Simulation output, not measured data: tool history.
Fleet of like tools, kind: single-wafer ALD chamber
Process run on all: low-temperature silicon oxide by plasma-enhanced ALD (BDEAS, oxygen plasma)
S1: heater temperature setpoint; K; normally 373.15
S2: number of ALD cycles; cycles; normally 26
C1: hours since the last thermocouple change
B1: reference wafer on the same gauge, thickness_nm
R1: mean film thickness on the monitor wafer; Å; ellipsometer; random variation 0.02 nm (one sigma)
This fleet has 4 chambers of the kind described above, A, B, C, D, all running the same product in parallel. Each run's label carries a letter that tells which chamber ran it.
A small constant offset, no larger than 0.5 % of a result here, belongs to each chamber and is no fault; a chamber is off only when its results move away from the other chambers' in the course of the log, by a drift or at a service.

run 1C day=0.246 | S1=373.15 S2=26 | C1=480.8 | B1=3.4642 | R1=37.125
run 2A day=0.408 | S1=373.15 S2=26 | C1=696.3 | B1=3.4637 | R1=36.915
run 3B day=0.558 | S1=373.15 S2=26 | C1=1253.7 | B1=3.4662 | R1=36.99
run 4D day=0.717 | S1=373.15 S2=26 | C1=936.2 | B1=3.4705 | R1=36.913
run 5C day=0.9 | S1=373.15 S2=26 | C1=496.5 | B1=3.4672 | R1=37.294
run 6B day=1.188 | S1=373.15 S2=26 | C1=1268.8 | B1=3.4693 | R1=37.229
run 7A day=1.321 | S1=373.15 S2=26 | C1=718.2 | B1=3.4658 | R1=37.626
run 8D day=1.542 | S1=373.15 S2=26 | C1=956 | B1=3.4683 | R1=37.16
run 9A day=1.746 | S1=373.15 S2=26 | C1=728.4 | B1=3.4703 | R1=36.898
run 10D day=1.946 | S1=373.15 S2=23 | C1=965.7 | B1=3.473 | R1=32.5
run 11C day=2.146 | S1=373.15 S2=23 | C1=526.4 | B1=3.4712 | R1=33.209
run 12B day=2.396 | S1=373.15 S2=23 | C1=1297.8 | B1=3.4726 | R1=33.149
run 13B day=2.658 | S1=373.15 S2=23 | C1=1304.1 | B1=3.4742 | R1=33.065
run 14D day=2.817 | S1=373.15 S2=26 | C1=986.6 | B1=3.4718 | R1=37.16
run 15A day=3.058 | S1=373.15 S2=29 | C1=759.9 | B1=3.4697 | R1=41.323
run 16C day=3.312 | S1=373.15 S2=29 | C1=554.4 | B1=3.4687 | R1=41.173
run 17C day=3.483 | S1=373.15 S2=29 | C1=558.5 | B1=3.4741 | R1=41.668
run 18B day=3.775 | S1=373.15 S2=29 | C1=1330.9 | B1=3.473 | R1=41.779
run 19A day=3.983 | S1=373.15 S2=26 | C1=782.1 | B1=3.4733 | R1=37.076
run 20D day=4.179 | S1=373.15 S2=30 | C1=1019.3 | B1=3.4701 | R1=42.655
run 21D day=4.396 | S1=373.15 S2=30 | C1=1024.5 | B1=3.4725 | R1=42.597
run 22B day=4.55 | S1=373.15 S2=30 | C1=1349.5 | B1=3.4716 | R1=42.848
run 23C day=4.829 | S1=373.15 S2=30 | C1=590.8 | B1=3.4666 | R1=42.948
run 24A day=5.017 | S1=373.15 S2=26 | C1=806.9 | B1=3.4674 | R1=37.276
run 25D day=5.192 | S1=373.15 S2=26 | C1=1043.6 | B1=3.4697 | R1=37.186
run 26B day=5.362 | S1=373.15 S2=26 | C1=1369 | B1=3.4701 | R1=37.091
run 27C day=5.562 | S1=373.15 S2=26 | C1=608.4 | B1=3.4688 | R1=37.07
run 28A day=5.783 | S1=361.15 S2=23 | C1=825.3 | B1=3.4651 | R1=34.092
run 29D day=5.933 | S1=361.15 S2=23 | C1=1061.4 | B1=3.4689 | R1=34.115
run 30C day=6.204 | S1=361.15 S2=23 | C1=623.8 | B1=3.4731 | R1=34.458
run 31B day=6.45 | S1=361.15 S2=23 | C1=1395.1 | B1=3.4687 | R1=34.533
run 32A day=6.642 | S1=373.15 S2=26 | C1=845.9 | B1=3.4685 | R1=37.323
run 33C day=6.867 | S1=373.15 S2=30 | C1=639.7 | B1=3.4727 | R1=42.88
run 34D day=7.162 | S1=373.15 S2=30 | C1=1090.9 | B1=3.4702 | R1=43.067
run 35B day=7.379 | S1=373.15 S2=30 | C1=1417.4 | B1=3.4752 | R1=42.924
run 36A day=7.567 | S1=373.15 S2=30 | C1=868.1 | B1=3.4694 | R1=43.051
run 37A day=7.842 | S1=373.15 S2=26 | C1=874.7 | B1=3.466 | R1=37.188
run 38C day=8 | S1=373.15 S2=26 | C1=666.9 | B1=3.471 | R1=37.053
run 39D day=8.183 | S1=373.15 S2=26 | C1=1115.4 | B1=3.4716 | R1=37.177
run 40B day=8.354 | S1=373.15 S2=26 | C1=1440.8 | B1=3.4629 | R1=36.839
run 41A day=8.633 | S1=368.15 S2=28 | C1=893.7 | B1=3.4712 | R1=41.109

All 4 chambers run these settings next. Forecast each chamber's results:
run 42A day=8.85 | S1=373.15 S2=26 | R1=?
run 42B day=8.85 | S1=373.15 S2=26 | R1=?
run 42C day=8.85 | S1=373.15 S2=26 | R1=?
run 42D day=8.85 | S1=373.15 S2=26 | R1=?

run=42A R1=37.157
run=42B R1=37.396
run=42C R1=37.33
run=42D R1=37.011
